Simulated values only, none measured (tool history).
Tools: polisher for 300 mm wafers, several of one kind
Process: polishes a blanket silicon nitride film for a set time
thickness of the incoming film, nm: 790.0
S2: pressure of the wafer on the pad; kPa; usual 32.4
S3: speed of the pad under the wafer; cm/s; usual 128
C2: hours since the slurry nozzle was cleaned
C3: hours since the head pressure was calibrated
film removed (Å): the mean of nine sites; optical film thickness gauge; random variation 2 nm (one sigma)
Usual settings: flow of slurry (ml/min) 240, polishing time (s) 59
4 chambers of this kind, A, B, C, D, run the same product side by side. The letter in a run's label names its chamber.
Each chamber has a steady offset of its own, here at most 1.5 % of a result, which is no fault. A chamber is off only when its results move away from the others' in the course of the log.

run 1A hour=3.5 | flow_of_slurry_(ml/min)=240 S2=32.4 S3=128 polishing_time_(s)=59 | wafers_polished_on_this_pad=685 C2=462.8 C3=204.9 | film_removed_(Å)=1405.2
-- hour=4.8 chamber B: worn pad replaced by a new one
-- hour=7.0 chamber A: worn pad replaced by a new one
run 2C hour=8.8 | flow_of_slurry_(ml/min)=240 S2=32.4 S3=128 polishing_time_(s)=59 | wafers_polished_on_this_pad=452 C2=35.0 C3=83.6 | film_removed_(Å)=1396.6
run 3B hour=12.7 | flow_of_slurry_(ml/min)=240 S2=32.4 S3=128 polishing_time_(s)=59 | wafers_polished_on_this_pad=114 C2=516.0 C3=262.1 | film_removed_(Å)=1368.4
run 4D hour=18.0 | flow_of_slurry_(ml/min)=240 S2=32.4 S3=128 polishing_time_(s)=59 | wafers_polished_on_this_pad=387 C2=412.1 C3=409.0 | film_removed_(Å)=1356.2
run 5D hour=22.8 | flow_of_slurry_(ml/min)=240 S2=32.4 S3=128 polishing_time_(s)=59 | wafers_polished_on_this_pad=457 C2=416.9 C3=413.8 | film_removed_(Å)=1375.7
run 6B hour=28.0 | flow_of_slurry_(ml/min)=240 S2=40.0 S3=128 polishing_time_(s)=59 | wafers_polished_on_this_pad=336 C2=531.3 C3=277.4 | film_removed_(Å)=1688.2
-- hour=31.3 chamber D: worn pad replaced by a new one
run 7A hour=33.7 | flow_of_slurry_(ml/min)=240 S2=40.0 S3=128 polishing_time_(s)=59 | wafers_polished_on_this_pad=387 C2=493.0 C3=235.1 | film_removed_(Å)=1684.2
run 8C hour=39.5 | flow_of_slurry_(ml/min)=240 S2=40.0 S3=128 polishing_time_(s)=59 | wafers_polished_on_this_pad=897 C2=65.7 C3=114.3 | film_removed_(Å)=1699.3
run 9D hour=43.4 | flow_of_slurry_(ml/min)=240 S2=40.0 S3=128 polishing_time_(s)=59 | wafers_polished_on_this_pad=176 C2=437.5 C3=434.4 | film_removed_(Å)=1731.9
run 10C hour=47.9 | flow_of_slurry_(ml/min)=240 S2=32.4 S3=128 polishing_time_(s)=59 | wafers_polished_on_this_pad=1019 C2=74.1 C3=122.7 | film_removed_(Å)=1324.0
-- hour=53.4 chamber A: worn pad replaced by a new one
run 11A hour=53.7 | flow_of_slurry_(ml/min)=240 S2=32.4 S3=128 polishing_time_(s)=59 | wafers_polished_on_this_pad=5 C2=513.0 C3=255.1 | film_removed_(Å)=1361.1
run 12B hour=56.7 | flow_of_slurry_(ml/min)=240 S2=32.4 S3=128 polishing_time_(s)=59 | wafers_polished_on_this_pad=752 C2=560.0 C3=306.1 | film_removed_(Å)=1413.3
run 13B hour=60.9 | flow_of_slurry_(ml/min)=240 S2=32.4 S3=128 polishing_time_(s)=59 | wafers_polished_on_this_pad=813 C2=564.2 C3=310.3 | film_removed_(Å)=1383.1
run 14A hour=67.0 | flow_of_slurry_(ml/min)=240 S2=32.4 S3=128 polishing_time_(s)=59 | wafers_polished_on_this_pad=198 C2=526.3 C3=268.4 | film_removed_(Å)=1389.3
-- hour=68.1 chamber B: head pressure recalibrated
run 15C hour=69.8 | flow_of_slurry_(ml/min)=240 S2=32.4 S3=110 polishing_time_(s)=59 | wafers_polished_on_this_pad=1336 C2=96.0 C3=144.6 | film_removed_(Å)=1133.7
-- hour=73.5 chamber D: worn pad replaced by a new one
run 16D hour=74.7 | flow_of_slurry_(ml/min)=240 S2=32.4 S3=110 polishing_time_(s)=59 | wafers_polished_on_this_pad=18 C2=468.8 C3=465.7 | film_removed_(Å)=1219.5
run 17C hour=77.5 | flow_of_slurry_(ml/min)=240 S2=32.4 S3=110 polishing_time_(s)=59 | wafers_polished_on_this_pad=1448 C2=103.7 C3=152.3 | film_removed_(Å)=1181.4
run 18D hour=82.1 | flow_of_slurry_(ml/min)=240 S2=32.4 S3=110 polishing_time_(s)=59 | wafers_polished_on_this_pad=125 C2=476.2 C3=473.1 | film_removed_(Å)=1183.5
-- hour=83.9 chamber B: worn pad replaced by a new one
run 19B hour=85.6 | flow_of_slurry_(ml/min)=295 S2=23.4 S3=128 polishing_time_(s)=59 | wafers_polished_on_this_pad=25 C2=588.9 C3=17.6 | film_removed_(Å)=1027.4
run 20A hour=91.2 | flow_of_slurry_(ml/min)=295 S2=23.4 S3=128 polishing_time_(s)=59 | wafers_polished_on_this_pad=549 C2=550.5 C3=292.6 | film_removed_(Å)=1043.1
run 21A hour=95.0 | flow_of_slurry_(ml/min)=295 S2=23.4 S3=128 polishing_time_(s)=59 | wafers_polished_on_this_pad=604 C2=554.3 C3=296.4 | film_removed_(Å)=1022.0
-- hour=100.7 chamber A: worn pad replaced by a new one
run 22B hour=100.9 | flow_of_slurry_(ml/min)=295 S2=23.4 S3=128 polishing_time_(s)=59 | wafers_polished_on_this_pad=247 C2=604.2 C3=32.9 | film_removed_(Å)=1037.9
run 23D hour=105.7 | flow_of_slurry_(ml/min)=240 S2=32.4 S3=128 polishing_time_(s)=59 | wafers_polished_on_this_pad=467 C2=499.8 C3=496.7 | film_removed_(Å)=1364.0
-- hour=109.7 chamber D: worn pad replaced by a new one
run 24C hour=111.8 | flow_of_slurry_(ml/min)=240 S2=32.4 S3=128 polishing_time_(s)=59 | wafers_polished_on_this_pad=1945 C2=138.0 C3=186.6 | film_removed_(Å)=1233.0
run 25D hour=116.6 | flow_of_slurry_(ml/min)=240 S2=32.4 S3=128 polishing_time_(s)=59 | wafers_polished_on_this_pad=100 C2=510.7 C3=507.6 | film_removed_(Å)=1391.0
run 26A hour=122.9 | flow_of_slurry_(ml/min)=240 S2=32.4 S3=128 polishing_time_(s)=59 | wafers_polished_on_this_pad=322 C2=582.2 C3=324.3 | film_removed_(Å)=1374.0
run 27B hour=128.6 | flow_of_slurry_(ml/min)=240 S2=32.4 S3=128 polishing_time_(s)=59 | wafers_polished_on_this_pad=648 C2=631.9 C3=60.6 | film_removed_(Å)=1399.4

Next, every chamber runs the same settings. What will each give?
run 28A hour=133.2 | flow_of_slurry_(ml/min)=240 S2=32.4 S3=162 polishing_time_(s)=59 | film_removed_(Å)=?
run 28B hour=133.2 | flow_of_slurry_(ml/min)=240 S2=32.4 S3=162 polishing_time_(s)=59 | film_removed_(Å)=?
run 28C hour=133.2 | flow_of_slurry_(ml/min)=240 S2=32.4 S3=162 polishing_time_(s)=59 | film_removed_(Å)=?
run 28D hour=133.2 | flow_of_slurry_(ml/min)=240 S2=32.4 S3=162 polishing_time_(s)=59 | film_removed_(Å)=?

run=28A film_removed_(Å)=1657.9
run=28B film_removed_(Å)=1715.8
run=28C film_removed_(Å)=1482.4
run=28D film_removed_(Å)=1663.2
